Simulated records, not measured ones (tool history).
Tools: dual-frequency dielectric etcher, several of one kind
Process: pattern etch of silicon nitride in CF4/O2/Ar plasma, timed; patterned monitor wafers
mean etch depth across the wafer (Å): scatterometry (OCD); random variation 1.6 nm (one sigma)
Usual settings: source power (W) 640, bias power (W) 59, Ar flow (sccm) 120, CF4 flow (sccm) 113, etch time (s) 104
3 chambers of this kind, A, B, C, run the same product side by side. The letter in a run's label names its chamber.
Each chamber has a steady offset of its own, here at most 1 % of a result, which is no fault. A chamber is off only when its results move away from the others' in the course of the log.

run     day  source power (W)  bias power (W)  Ar flow (sccm)  CF4 flow (sccm)  etch time (s)  read-back reference wafer on the same gauge, depth_nm  mean etch depth across the wafer (Å)
 1C   0.229               640              59             120              113            104                                                 224.02                                2616.6
 2A   0.683               640              59             120              113            104                                                  223.9                                2581.1
 3B   0.883               640              59             120              113            104                                                  224.3                                2555.4
 4B    1.25               640              59             120              113            104                                                 223.96                                2578.5
 5C   1.671               640              47             120              122            104                                                 224.17                                2386.9
 6A   2.071               640              47             120              122            104                                                 224.16                                2390.7
      2.179  -- chamber C: source power generator calibrated
 7C   2.488               640              47             120              122            104                                                 224.22                                2415.2
 8B   2.867               640              59             120              113            104                                                 224.28                                2573.6
 9A   3.229               640              59             120              113            104                                                 223.69                                2576.9
10A   3.558               640              59             120              113            104                                                 223.84                                2558.9
11B   3.921               640              59             120              113            104                                                 223.54                                2558.9
12C   4.212               590              59             120              113          118.5                                                 223.89                                2757.4
13C   4.625               590              59             120              113          118.5                                                 223.64                                2766.3
14A   5.029               590              59             120              113          118.5                                                  223.9                                  2774
      5.188  -- chamber B: wet clean of the chamber
15B     5.3               640              59             120              113            104                                                 224.41                                2557.4
16A   5.633               640              59             120              113            104                                                 223.78                                2579.3
17B   6.067               640              59             120              113            104                                                 223.92                                2557.9
18C   6.512               640              59             120              113            104                                                 224.31                                2576.8
19A   6.825               640              59             120              113            104                                                 223.83                                2601.4
20C   7.125               640              59             120              113            104                                                 224.06                                2530.7
21B   7.567               640              59             120              113            104                                                 224.38                                2550.4
22B   8.017               690              59             120              113            104                                                 224.01                                2752.4
23A   8.392               690              59             120              113            104                                                 223.97                                2761.1
24C   8.638               690              59             120              113            104                                                 223.99                                2719.4
25C   8.912               640              59             120              113            104                                                  223.9                                2528.8
26A   9.146               640              59             120              113            104                                                 223.94                                2595.6
27B   9.567               640              59             120              113            104                                                 223.89                                2547.2
28C   9.904               640              59             120              113            104                                                 223.74                                2508.7
29B  10.208               640              59             120              113            125                                                 223.99                                3063.3
30A  10.462               640              59             120              113            125                                                 224.21                                3107.9
31B  10.804               640              59             120              113            125                                                 224.04                                3072.9
32A  11.062               640              59             120              113            104                                                 224.11                                2618.6
33C  11.492               640              59             120              113            104                                                 223.72                                2512.6
34C  11.862               640              59             120              113            104                                                 223.82                                2490.9
35B  12.179               640              59             120              113            104                                                 223.84                                2537.3
36A  12.558               640              59             120              113            104                                                 224.08                                2586.2
37A  13.004               640              59              94              113            104                                                 224.07                                2658.1

Is one chamber off against the others, does the gauge drift, or is nothing wrong? If a chamber is off, say which, and what the likeliest cause is.

Chamber C drifts away from the others.
Cause: etch rate under this chamber's usual, % = 4.84.
The log may not tell that from: source power that arrives under what is set, %.

Here are 4 candidates for chamber C's next run, each the usual settings with a change, their results left as question marks. Which one brings its results back in line with what the others give on the usual settings?
In line means no further than this from the other chambers' mean on the usual settings: mean etch depth across the wafer (Å) 56
38C-1  13.338               640              59             120              113            100                                                                                            ?
38C-2  13.338               640              58             120              112           96.5                                                                                            ?
38C-3  13.338               660              60             120              113            109                                                                                            ?
38C-4  13.338               650              59             120              113          106.5                                                                                            ?

The other chambers' mean on the usual settings: mean etch depth across the wafer (Å) 2574.5
  run  mean etch depth across the wafer (Å)
38C-1                                2380.8
38C-2                                  2280
38C-3                                2682.2
38C-4                                2569.7
38C-4 brings the chamber back in line.
